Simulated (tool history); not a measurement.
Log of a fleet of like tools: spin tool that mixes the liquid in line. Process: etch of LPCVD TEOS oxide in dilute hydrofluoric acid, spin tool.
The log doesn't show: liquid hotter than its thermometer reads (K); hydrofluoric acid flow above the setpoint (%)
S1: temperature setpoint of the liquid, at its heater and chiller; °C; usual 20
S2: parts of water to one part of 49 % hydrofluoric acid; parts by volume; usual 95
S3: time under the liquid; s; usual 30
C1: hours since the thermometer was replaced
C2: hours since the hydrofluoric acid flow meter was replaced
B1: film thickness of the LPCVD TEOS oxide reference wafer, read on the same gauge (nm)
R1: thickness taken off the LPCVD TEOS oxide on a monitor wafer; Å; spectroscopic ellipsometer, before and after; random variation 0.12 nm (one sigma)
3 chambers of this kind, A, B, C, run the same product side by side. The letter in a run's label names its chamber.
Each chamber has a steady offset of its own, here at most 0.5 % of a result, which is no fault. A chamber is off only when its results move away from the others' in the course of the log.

run,hour,S1,S2,S3,C1,C2,B1,R1
1A,8.2,20,95,30,828.3,468.5,140.00,123.510
2B,16.2,20,95,30,1020.6,149.8,140.00,124.220
3C,28.8,20,95,30,93.9,274.0,140.00,123.740
4C,34.4,20,95,30,99.5,279.6,139.97,125.500
5A,46.3,20,95,30,866.4,506.6,139.98,126.650
6B,54.3,20,95,20,1058.7,187.9,140.01,85.359
7A,63.1,20,95,20,883.2,523.4,140.03,83.244
8B,71.2,20,95,20,1075.6,204.8,139.97,84.011
9C,79.4,20,95,30,144.5,324.6,140.01,122.970
10C,89.8,20,95,30,154.9,335.0,140.01,122.420
11A,96.8,20,95,30,916.9,557.1,140.02,126.380
12B,108.7,20,95,30,1113.1,242.3,140.02,124.730
13B,120.9,20,95,30,1125.3,254.5,140.02,124.560
14A,127.5,20,75,40,947.6,587.8,139.97,221.820
15C,134.4,20,75,40,199.5,379.6,140.03,216.060
16A,145.3,20,75,40,965.4,605.6,139.99,219.990
17C,151.6,20,95,30,216.7,396.8,140.01,125.200
18B,162.6,20,125,20,1167.0,296.2,140.01,60.187
19B,169.3,20,125,20,1173.7,302.9,140.06,62.147
20A,179.2,20,125,20,999.3,639.5,140.02,65.078
21C,188.9,20,95,30,254.0,434.1,140.00,123.650
22C,200.3,20,95,30,265.4,445.5,140.00,124.390
23B,209.1,20,95,30,1213.5,342.7,139.99,127.500
24A,218.0,20,95,30,1038.1,678.3,140.03,132.730
25B,225.5,20,95,30,1229.9,359.1,140.01,125.930
26C,233.6,20,95,30,298.7,478.8,139.98,124.560
27A,240.6,20,65,15,1060.7,700.9,139.99,100.590
28C,252.0,20,65,15,317.1,497.2,139.98,97.419
29A,258.2,20,65,15,1078.3,718.5,140.01,99.865
30B,264.2,20,95,30,1268.6,397.8,140.00,126.950
31C,270.4,20,95,30,335.5,515.6,140.03,125.490
32A,278.7,20,95,30,1098.8,739.0,140.02,136.570
33B,290.6,20,95,30,1295.0,424.2,140.02,125.730
34C,297.4,20,95,30,362.5,542.6,139.97,125.510

All 3 chambers run these settings next. Forecast each chamber's results:
35A,306.5,20,95,30,,,,?
35B,306.5,20,95,30,,,,?
35C,306.5,20,95,30,,,,?

run,R1
35A,138.620
35B,125.880
35C,125.400

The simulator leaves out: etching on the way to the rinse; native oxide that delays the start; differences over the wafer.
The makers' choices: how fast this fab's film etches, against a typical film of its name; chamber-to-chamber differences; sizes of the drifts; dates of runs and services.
